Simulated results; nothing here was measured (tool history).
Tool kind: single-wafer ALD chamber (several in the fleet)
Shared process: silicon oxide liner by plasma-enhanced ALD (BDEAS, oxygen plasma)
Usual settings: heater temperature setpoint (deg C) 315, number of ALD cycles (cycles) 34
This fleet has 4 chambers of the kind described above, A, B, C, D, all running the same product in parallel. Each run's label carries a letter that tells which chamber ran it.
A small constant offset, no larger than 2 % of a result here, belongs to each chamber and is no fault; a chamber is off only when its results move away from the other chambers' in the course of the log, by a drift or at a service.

run,hour,heater temperature setpoint (deg C),number of ALD cycles (cycles),hours since the last thermocouple change,"read-back reference wafer on the same gauge, thickness_nm",mean film thickness on the monitor wafer (Å)
1C,5.4,315,34,1385.3,3.5306,30.919
2A,11.4,315,34,850.2,3.5279,30.941
3D,15.8,315,34,375.2,3.5285,31.476
4B,21.7,315,34,2513.7,3.5305,30.503
# hour 24.9: chamber B: thermocouple changed; heater temperature recalibrated
5A,26.3,315,34,865.1,3.5315,31.273
6B,31.6,315,34,6.7,3.5276,30.312
7C,35.8,315,34,1415.7,3.5273,30.974
8D,38.8,315,34,398.2,3.5298,31.397
9C,43.6,315,34,1423.5,3.5313,30.932
10B,47.3,315,34,22.4,3.5283,30.65
11A,50.3,315,34,889.1,3.5317,31.054
12D,56.3,315,34,415.7,3.5304,31.343
13A,61.7,315,34,900.5,3.5288,31.134
14B,65.3,315,34,40.4,3.5287,30.527
15D,69.1,315,34,428.5,3.5309,31.152
16C,74.9,315,34,1454.8,3.5294,31.049
17A,79,315,34,917.8,3.5286,31.134
18B,83.8,315,34,58.9,3.5274,30.406
19C,87.3,315,34,1467.2,3.5273,30.893
20D,91.5,315,34,450.9,3.529,31.139
21D,95,315,34,454.4,3.528,31.261
22C,100.3,315,34,1480.2,3.5287,30.895
23A,104.6,315,34,943.4,3.5305,31.147
24B,108.6,315,34,83.7,3.5287,30.303
25C,112,315,34,1491.9,3.5315,30.815
26B,114.9,315,34,90,3.5323,30.388
27A,118.8,315,34,957.6,3.5294,30.993
28D,123.7,329,34,483.1,3.5313,30.951
29A,126.6,329,34,965.4,3.5282,30.379
30C,129.3,329,34,1509.2,3.5306,30.573
31D,133,329,34,492.4,3.5331,30.633
32B,138.3,315,34,113.4,3.5281,30.522
33B,143.4,315,34,118.5,3.5311,30.525
34A,148.7,315,34,987.5,3.5306,31.168
35D,151.4,315,34,510.8,3.527,31.293

Is one chamber out of step, is the gauge drifting, or do the chambers differ by no more than their own small offsets? For an off chamber, give its letter and the likeliest cause.

Neither any chamber nor the gauge drifts; the chambers differ only by their own small, steady offsets.

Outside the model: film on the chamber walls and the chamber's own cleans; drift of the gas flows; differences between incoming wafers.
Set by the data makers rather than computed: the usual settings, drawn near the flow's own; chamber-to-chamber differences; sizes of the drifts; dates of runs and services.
